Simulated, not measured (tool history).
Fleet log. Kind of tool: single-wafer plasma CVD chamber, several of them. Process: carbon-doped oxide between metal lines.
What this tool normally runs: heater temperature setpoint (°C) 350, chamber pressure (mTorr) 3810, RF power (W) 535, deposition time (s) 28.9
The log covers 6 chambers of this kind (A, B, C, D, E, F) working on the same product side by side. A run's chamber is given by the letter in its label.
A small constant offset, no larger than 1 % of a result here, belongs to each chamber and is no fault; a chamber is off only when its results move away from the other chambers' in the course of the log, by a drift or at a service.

run	day	heater temperature setpoint (°C)	chamber pressure (mTorr)	RF power (W)	deposition time (s)	read-back reference wafer on the same gauge, thickness_nm	mean film thickness on the monitor wafer (Å)
1D	0.371	350	3810	535	28.9	157.2	1481.2
2F	0.883	350	3810	535	28.9	157.03	1496.5
3A	1.496	350	3810	535	28.9	157.13	1486
4B	1.8	350	3810	535	28.9	156.93	1475.7
5C	2.304	350	3810	535	28.9	157.04	1489.6
# day 2.771: chamber D: thermocouple changed; heater temperature recalibrated
6E	2.821	350	3810	535	28.9	156.98	1476.4
# day 3.125: chamber C: thermocouple changed; heater temperature recalibrated
7B	3.417	350	3810	435	28.9	157.05	1300.9
8C	4	350	3810	435	28.9	157.04	1298.4
9F	4.388	350	3810	435	28.9	157.12	1303.9
10D	4.808	350	3810	435	28.9	156.89	1296.7
# day 4.812: chamber F: RF generator calibrated
11E	5.312	350	3810	435	28.9	156.96	1287
# day 5.792: chamber E: RF generator calibrated
12A	5.8	350	3810	435	28.9	157.12	1285.8
13F	6.292	360	3810	535	28.9	157.2	1448.1
14C	6.75	360	3810	535	28.9	157.09	1447.8
15B	7.267	360	3810	535	28.9	157.27	1441
# day 7.758: chamber A: capacitance manometer re-zeroed and calibrated
16E	7.846	360	3810	535	28.9	157.15	1433.6
17A	8.362	360	3810	535	28.9	156.78	1442.4
18D	8.729	360	3810	535	28.9	157.05	1441.5
19C	9.071	350	3810	535	28.9	157.03	1464.5
20E	9.525	350	3810	535	28.9	157.09	1481.3
21F	9.812	350	3810	535	28.9	156.98	1497.5
22B	10.375	350	3810	535	28.9	156.91	1481.2
23D	10.683	350	3810	535	28.9	157.06	1477.6
24A	11.046	350	3810	535	28.9	156.95	1487
25B	11.542	350	3810	535	28.9	156.92	1469.4
26F	12.142	350	3810	535	28.9	157.27	1489.1
27D	12.7	350	3810	535	28.9	157.12	1491.2
28E	13.262	350	3810	535	28.9	156.99	1463.5
29A	13.883	350	3810	535	28.9	157.16	1487.9
30C	14.475	350	3810	535	28.9	157.16	1454.5
31D	14.838	350	3810	445	28.9	156.87	1310.5
32B	15.233	350	3810	445	28.9	156.98	1307.8
33F	15.662	350	3810	445	28.9	156.99	1337
34E	15.962	350	3810	445	28.9	157.22	1313.1
35A	16.312	350	3810	445	28.9	156.92	1302.2
36C	16.854	350	3810	445	28.9	157.16	1272.3
37A	17.512	350	3810	535	28.9	157.08	1479.2
38E	17.883	350	3810	535	28.9	156.95	1480.2
39D	18.217	350	3810	535	28.9	156.98	1477.8
40C	18.579	350	3810	535	28.9	157.12	1427.6
41B	19.017	350	3810	535	28.9	157.01	1473.1
42F	19.396	350	3810	535	28.9	156.85	1492.9

For the next run the whole fleet of 6 chambers uses the same settings. Give each chamber's results:
43A	19.871	350	3810	535	28.9		?
43B	19.871	350	3810	535	28.9		?
43C	19.871	350	3810	535	28.9		?
43D	19.871	350	3810	535	28.9		?
43E	19.871	350	3810	535	28.9		?
43F	19.871	350	3810	535	28.9		?

run	mean film thickness on the monitor wafer (Å)
43A	1481.8
43B	1476.6
43C	1420.3
43D	1473.7
43E	1471.1
43F	1501.4
